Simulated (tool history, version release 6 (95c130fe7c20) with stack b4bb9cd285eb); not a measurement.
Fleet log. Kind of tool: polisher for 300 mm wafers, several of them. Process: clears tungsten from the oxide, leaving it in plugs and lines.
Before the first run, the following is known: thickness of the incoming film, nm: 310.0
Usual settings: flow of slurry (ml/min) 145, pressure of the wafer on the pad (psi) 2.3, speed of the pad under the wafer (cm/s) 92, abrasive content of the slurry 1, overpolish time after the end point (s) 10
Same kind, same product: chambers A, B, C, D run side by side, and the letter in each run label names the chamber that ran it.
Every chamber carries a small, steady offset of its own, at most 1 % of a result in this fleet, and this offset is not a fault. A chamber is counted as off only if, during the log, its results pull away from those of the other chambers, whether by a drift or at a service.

run	hour	flow of slurry (ml/min)	pressure of the wafer on the pad (psi)	speed of the pad under the wafer (cm/s)	abrasive content of the slurry	overpolish time after the end point (s)	wafers polished on this pad	hours since the slurry nozzle was cleaned	hours since the head pressure was calibrated	hours since the slurry blender was calibrated	hours since the slurry got fresh peroxide	time until the end point was called (s)
# hour 4.9: chamber A: slurry tank refilled with fresh slurry and peroxide
1A	10.2	145	2.3	92	1	10	1174	63.7	262.1	122.4	5.4	115.69
# hour 11: chamber A: worn pad replaced by a new one
# hour 13.1: chamber B: slurry tank refilled with fresh slurry and peroxide
2B	17.4	145	2.3	92	1	10	1027	566.8	137.2	391.8	4.3	115.08
# hour 19: chamber B: slurry blender recalibrated
# hour 26.5: chamber D: slurry nozzle cleaned
3D	31.5	145	2.3	92	1	10	685	5.1	243.6	43.1	67.9	113.97
4C	42	145	2.3	92	1	10	568	455.6	85.4	291.3	103.5	113.94
# hour 45: chamber C: slurry tank refilled with fresh slurry and peroxide
5B	57.9	165	2.3	92	1	10	1327	607.3	177.7	39	44.8	111.37
# hour 62.3: chamber B: worn pad replaced by a new one
6D	66.9	165	2.3	92	1	10	948	40.5	279	78.5	103.3	112.01
7C	80	165	2.3	92	1	10	849	493.6	123.4	329.3	35.1	112.11
8A	91.9	165	2.3	92	1	10	600	145.4	343.8	204.1	87.1	114.37
9D	105.6	145	2.3	92	1	10	1234	79.2	317.7	117.2	142	116.19
# hour 105.9: chamber D: slurry tank refilled with fresh slurry and peroxide
# hour 106.8: chamber C: slurry blender recalibrated
# hour 111.3: chamber D: worn pad replaced by a new one
10C	119.8	145	2.3	92	1	10	1144	533.4	163.2	13.1	74.9	116.37
# hour 129.9: chamber B: slurry tank refilled with fresh slurry and peroxide
# hour 130.6: chamber A: slurry blender recalibrated
11A	132.6	145	2.3	92	1	10	901	186.1	384.5	2.1	127.8	118.59
# hour 134.1: chamber D: slurry blender recalibrated
# hour 142.1: chamber A: slurry tank refilled with fresh slurry and peroxide
# hour 144.3: chamber C: slurry tank refilled with fresh slurry and peroxide
12B	146.5	145	2.3	92	1	10	624	695.9	266.3	127.6	16.7	114.37
13C	160	145	2.3	92	1	10	1442	573.6	203.4	53.3	15.7	114.74
14B	172.7	145	2.3	92	1	10	818	722.1	292.5	153.8	42.9	113.55
15D	186	145	2.3	92	1	10	553	159.6	398.1	51.9	80.1	114.85
# hour 191.1: chamber A: worn pad replaced by a new one
16A	200.9	145	2.3	92	1	10	72	254.4	452.8	70.4	58.8	116.22
# hour 207.1: chamber C: slurry nozzle cleaned
17C	216.2	145	2.3	92	1	10	1859	9.2	259.6	109.5	71.9	118.68
# hour 219.3: chamber B: worn pad replaced by a new one
# hour 229.2: chamber D: slurry tank refilled with fresh slurry and peroxide
18B	229.3	145	1.6	92	1	10	74	778.7	349.1	210.4	99.5	164.86
19D	243.1	145	1.6	92	1	10	976	216.7	455.2	109	13.9	167.07
# hour 246.7: chamber C: slurry tank refilled with fresh slurry and peroxide
# hour 248.2: chamber D: slurry blender recalibrated
20A	258.1	145	1.6	92	1	10	496	311.6	510	127.6	116	167.29
# hour 261.1: chamber B: slurry tank refilled with fresh slurry and peroxide
# hour 268.2: chamber A: slurry tank refilled with fresh slurry and peroxide
21D	270.3	145	1.6	92	1	10	1178	243.9	482.4	22.1	41.1	167.34
22B	283.1	145	2.3	92	1	10	473	832.5	402.9	264.2	22.1	114.22
# hour 288.1: chamber D: worn pad replaced by a new one
23C	298.4	145	2.3	92	1	15	2468	91.4	341.8	191.7	51.8	120.83
# hour 305.2: chamber C: head pressure recalibrated
24A	307.6	145	2.3	92	1	15	863	361.1	559.5	177.1	39.4	115.66
25D	316	145	2.3	92	1	15	206	289.6	528.1	67.8	86.8	113.17
26A	328	145	2.3	92	1	15	1014	381.5	579.9	197.5	59.8	117.64
27C	342.9	145	2.3	92	1	10	2797	135.9	37.8	236.2	96.3	118.23
# hour 343: chamber A: head pressure recalibrated
# hour 346.3: chamber C: slurry tank refilled with fresh slurry and peroxide
28B	350.9	145	2.3	92	1	10	975	900.3	470.7	332	89.9	115.26
# hour 351.3: chamber B: slurry nozzle cleaned
# hour 356.2: chamber D: slurry tank refilled with fresh slurry and peroxide
# hour 359.4: chamber A: worn pad replaced by a new one
# hour 360.8: chamber B: slurry blender recalibrated
29D	364.1	145	2.3	92	1	10	563	337.7	576.2	115.9	8	114.3
# hour 369: chamber D: slurry blender recalibrated
# hour 373.6: chamber A: slurry blender recalibrated
30C	377.5	145	2.3	92	1	10	3054	170.5	72.4	270.8	31.3	121.13
# hour 387.3: chamber B: slurry tank refilled with fresh slurry and peroxide
31B	391.9	145	2.3	92	1	10	1279	40.6	511.7	31.1	4.6	113.11
# hour 403.2: chamber B: worn pad replaced by a new one
32A	407.2	145	2.3	70	1	7	354	460.7	64.2	33.6	139	152.39
# hour 415.6: chamber A: slurry tank refilled with fresh slurry and peroxide
33B	422	145	2.3	70	1	7	139	70.7	541.8	61.2	34.7	152.9
34A	430	145	2.3	70	1	7	523	483.5	87	56.4	14.5	153.8
35C	442	145	2.3	70	1	7	3532	235	136.9	335.3	95.8	157.9
# hour 456.1: chamber C: slurry tank refilled with fresh slurry and peroxide
36D	456.7	145	2.3	92	1	10	1249	430.3	668.8	87.8	100.6	117.08
37D	471.2	145	2.3	92	1	10	1356	444.8	683.3	102.3	115.1	114.26
# hour 478.2: chamber D: slurry blender recalibrated
38A	482	145	2.3	92	1	10	908	535.5	139	108.4	66.5	115.74
# hour 494.1: chamber D: worn pad replaced by a new one
39B	494.8	145	2.3	92	1	10	678	143.5	614.6	134	107.5	114.08
# hour 497: chamber D: slurry tank refilled with fresh slurry and peroxide
# hour 504.7: chamber C: slurry blender recalibrated
40C	507.1	145	2.3	92	1	10	4014	300.1	202	2.4	51.1	124.56
41C	516.7	145	2.3	92	1	10	4085	309.7	211.6	12	60.7	125.64
# hour 527: chamber A: worn pad replaced by a new one
42A	528.5	145	2.3	92	1	10	11	582	185.5	154.9	113	117.32
43D	544.2	145	2.3	92	1	10	371	517.8	756.3	66.1	47.2	114.83

Which is it: a chamber that has drifted or been left off by a service, a gauge drift common to all chambers, or only each chamber's usual small offset? If a chamber is off, name it and its likeliest cause.

Chamber C drifts away from the others.
Cause: removal rate lost through wear of the pad, % = 8.49.

Below are 4 candidate recipes for chamber C's next run, each the usual settings with a change, their results shown as question marks. Which of them brings C's results back in line with what the other chambers give on the usual settings?
In line here means within this much of the mean the other chambers give on the usual settings: time until the end point was called (s) 3.6
44C-1	555.7	145	2.1	84	1	10						?
44C-2	555.7	145	2.4	96	1	10						?
44C-3	555.7	145	2.3	84	1	10						?
44C-4	555.7	145	2.5	100	1	10						?

The mean the other chambers reach with the usual settings: time until the end point was called (s) 115.23
run	time until the end point was called (s)
44C-1	151.01
44C-2	115.75
44C-3	137.79
44C-4	106.71
44C-2 brings the chamber back in line.
